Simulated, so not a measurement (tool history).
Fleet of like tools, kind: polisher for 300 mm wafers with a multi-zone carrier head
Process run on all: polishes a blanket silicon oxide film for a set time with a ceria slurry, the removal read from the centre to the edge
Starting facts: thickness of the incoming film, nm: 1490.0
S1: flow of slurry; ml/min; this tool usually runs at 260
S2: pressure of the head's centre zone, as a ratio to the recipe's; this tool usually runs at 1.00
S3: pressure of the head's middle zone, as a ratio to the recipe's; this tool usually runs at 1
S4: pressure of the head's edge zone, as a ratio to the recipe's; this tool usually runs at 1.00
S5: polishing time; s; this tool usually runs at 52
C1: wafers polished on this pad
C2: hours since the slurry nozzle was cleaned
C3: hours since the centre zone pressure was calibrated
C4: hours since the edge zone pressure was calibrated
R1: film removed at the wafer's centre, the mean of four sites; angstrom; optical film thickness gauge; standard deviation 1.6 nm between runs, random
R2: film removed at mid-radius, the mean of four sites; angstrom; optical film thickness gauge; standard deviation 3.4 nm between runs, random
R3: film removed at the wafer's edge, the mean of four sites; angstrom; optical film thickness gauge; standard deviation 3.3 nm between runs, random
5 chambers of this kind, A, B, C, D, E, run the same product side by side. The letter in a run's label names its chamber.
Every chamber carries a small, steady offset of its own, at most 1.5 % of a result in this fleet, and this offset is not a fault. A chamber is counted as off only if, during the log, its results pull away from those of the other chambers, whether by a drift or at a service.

| run | hour | S1 | S2 | S3 | S4 | S5 | C1 | C2 | C3 | C4 | R1 | R2 | R3 |
|---|---|---|---|---|---|---|---|---|---|---|---|---|---|
| 1C | 6.9 | 260 | 1.00 | 1 | 1.00 | 52 | 299 | 331.0 | 370.4 | 51.1 | 2248.3 | 2242.9 | 2287.5 |
| 2E | 12.7 | 260 | 1.00 | 1 | 1.00 | 52 | 537 | 66.9 | 230.2 | 74.1 | 2272.5 | 2318.0 | 2220.0 |
| 3D | 25.9 | 260 | 1.00 | 1 | 1.00 | 52 | 572 | 277.3 | 74.0 | 877.5 | 2247.3 | 2250.5 | 2306.8 |
| 4B | 35.1 | 260 | 1.00 | 1 | 1.00 | 52 | 1222 | 394.5 | 1351.0 | 218.2 | 2261.0 | 2245.4 | 2258.8 |
|  | 35.4 | chamber B: worn pad replaced by a new one |
| 5A | 42.3 | 260 | 1.00 | 1 | 1.00 | 52 | 667 | 277.6 | 1041.9 | 152.8 | 2266.8 | 2305.5 | 2216.4 |
| 6C | 54.6 | 260 | 1.00 | 1 | 1.00 | 52 | 746 | 378.7 | 418.1 | 98.8 | 2241.3 | 2280.8 | 2266.2 |
|  | 59.8 | chamber E: worn pad replaced by a new one |
| 7D | 61.0 | 260 | 1.00 | 1 | 1.00 | 68 | 901 | 312.4 | 109.1 | 912.6 | 2923.4 | 2927.0 | 2890.0 |
|  | 61.1 | chamber D: worn pad replaced by a new one |
|  | 63.3 | chamber A: worn pad replaced by a new one |
| 8E | 73.2 | 260 | 1.00 | 1 | 1.00 | 68 | 125 | 127.4 | 290.7 | 134.6 | 2954.8 | 2918.8 | 2966.9 |
| 9A | 81.4 | 260 | 1.00 | 1 | 1.00 | 68 | 169 | 316.7 | 1081.0 | 191.9 | 2933.1 | 2909.2 | 2971.7 |
| 10B | 87.8 | 260 | 1.00 | 1 | 1.00 | 68 | 491 | 447.2 | 1403.7 | 270.9 | 2916.6 | 2919.2 | 2976.2 |
| 11D | 95.4 | 260 | 1.00 | 1 | 1.00 | 68 | 321 | 346.8 | 143.5 | 947.0 | 2933.2 | 2944.0 | 3066.2 |
| 12C | 105.7 | 260 | 1.00 | 1 | 1.00 | 52 | 1224 | 429.8 | 469.2 | 149.9 | 2231.7 | 2278.4 | 2313.1 |
| 13B | 117.9 | 260 | 1.00 | 1 | 1.00 | 52 | 773 | 477.3 | 1433.8 | 301.0 | 2272.0 | 2270.9 | 2195.1 |
| 14E | 125.7 | 260 | 1.00 | 1 | 1.00 | 52 | 617 | 179.9 | 343.2 | 187.1 | 2260.2 | 2235.5 | 2354.6 |
| 15A | 134.4 | 260 | 1.00 | 1 | 1.00 | 52 | 665 | 369.7 | 1134.0 | 244.9 | 2238.3 | 2234.0 | 2255.7 |
| 16C | 140.8 | 260 | 1.00 | 1 | 1.00 | 52 | 1553 | 464.9 | 504.3 | 185.0 | 2220.3 | 2260.7 | 2266.7 |
|  | 144.8 | chamber C: worn pad replaced by a new one |
|  | 147.7 | chamber E: centre zone pressure recalibrated |
| 17A | 148.6 | 260 | 0.91 | 1 | 1.00 | 52 | 798 | 383.9 | 1148.2 | 259.1 | 2004.6 | 2261.8 | 2269.2 |
| 18D | 155.5 | 260 | 0.91 | 1 | 1.00 | 52 | 884 | 406.9 | 203.6 | 1007.1 | 2024.0 | 2244.6 | 2273.5 |
|  | 165.7 | chamber A: worn pad replaced by a new one |
| 19B | 166.7 | 260 | 0.91 | 1 | 1.00 | 52 | 1230 | 526.1 | 1482.6 | 349.8 | 2020.3 | 2278.0 | 2221.8 |
| 20E | 177.7 | 260 | 0.91 | 1 | 1.00 | 52 | 1104 | 231.9 | 30.0 | 239.1 | 2211.7 | 2235.4 | 2336.6 |
|  | 178.1 | chamber E: worn pad replaced by a new one |
|  | 185.0 | chamber D: worn pad replaced by a new one |
| 21B | 189.1 | 260 | 0.91 | 1 | 1.00 | 52 | 1440 | 548.5 | 1505.0 | 372.2 | 2010.4 | 2185.0 | 2218.4 |
|  | 190.2 | chamber B: worn pad replaced by a new one |
| 22E | 201.8 | 260 | 1.00 | 1 | 1.00 | 52 | 222 | 256.0 | 54.1 | 263.2 | 2481.0 | 2210.0 | 2259.2 |
| 23C | 214.6 | 260 | 1.00 | 1 | 1.00 | 52 | 654 | 538.7 | 578.1 | 258.8 | 2230.0 | 2295.8 | 2294.8 |
| 24D | 224.9 | 260 | 1.00 | 1 | 1.00 | 52 | 374 | 476.3 | 273.0 | 1076.5 | 2254.6 | 2238.3 | 2288.5 |
| 25A | 231.9 | 260 | 1.00 | 1 | 1.00 | 52 | 620 | 467.2 | 1231.5 | 342.4 | 2250.9 | 2203.3 | 2267.7 |
| 26C | 243.1 | 260 | 1.00 | 1 | 1.00 | 52 | 921 | 567.2 | 606.6 | 287.3 | 2249.3 | 2285.5 | 2251.6 |
|  | 245.8 | chamber A: centre zone pressure recalibrated |
|  | 250.4 | chamber E: slurry nozzle cleaned |
| 27D | 254.1 | 260 | 1.00 | 1 | 1.00 | 52 | 648 | 505.5 | 302.2 | 1105.7 | 2231.8 | 2243.9 | 2259.7 |
|  | 256.3 | chamber A: slurry nozzle cleaned |
|  | 257.1 | chamber A: worn pad replaced by a new one |
| 28E | 261.7 | 260 | 1.00 | 1 | 1.00 | 52 | 783 | 11.4 | 114.0 | 323.1 | 2481.7 | 2320.1 | 2349.8 |
| 29B | 273.6 | 260 | 1.00 | 1 | 1.00 | 52 | 781 | 633.0 | 1589.5 | 456.7 | 2271.7 | 2288.9 | 2307.5 |
| 30A | 284.0 | 260 | 1.00 | 1 | 0.92 | 52 | 252 | 27.8 | 38.3 | 394.5 | 2261.7 | 2244.7 | 2091.0 |
| 31D | 293.2 | 260 | 1.00 | 1 | 0.92 | 52 | 1014 | 544.6 | 341.3 | 1144.8 | 2245.1 | 2241.5 | 2161.0 |
| 32A | 299.1 | 260 | 1.00 | 1 | 0.92 | 52 | 394 | 42.9 | 53.4 | 409.6 | 2237.9 | 2279.2 | 2153.7 |
|  | 306.5 | chamber B: centre zone pressure recalibrated |
| 33B | 309.2 | 260 | 1.00 | 1 | 0.92 | 52 | 1115 | 668.6 | 2.7 | 492.3 | 2271.1 | 2270.9 | 2163.8 |

Each of the 5 chambers runs these same settings next. Fill in every chamber's results:
| 34A | 318.7 | 260 | 1.00 | 1 | 1.00 | 52 |  |  |  |  | ? | ? | ? |
| 34B | 318.7 | 260 | 1.00 | 1 | 1.00 | 52 |  |  |  |  | ? | ? | ? |
| 34C | 318.7 | 260 | 1.00 | 1 | 1.00 | 52 |  |  |  |  | ? | ? | ? |
| 34D | 318.7 | 260 | 1.00 | 1 | 1.00 | 52 |  |  |  |  | ? | ? | ? |
| 34E | 318.7 | 260 | 1.00 | 1 | 1.00 | 52 |  |  |  |  | ? | ? | ? |

| run | R1 | R2 | R3 |
|---|---|---|---|
| 34A | 2238.4 | 2253.4 | 2261.0 |
| 34B | 2249.7 | 2172.7 | 2291.9 |
| 34C | 2246.1 | 2280.2 | 2215.0 |
| 34D | 2264.1 | 2260.1 | 2206.9 |
| 34E | 2467.1 | 2316.5 | 2221.9 |
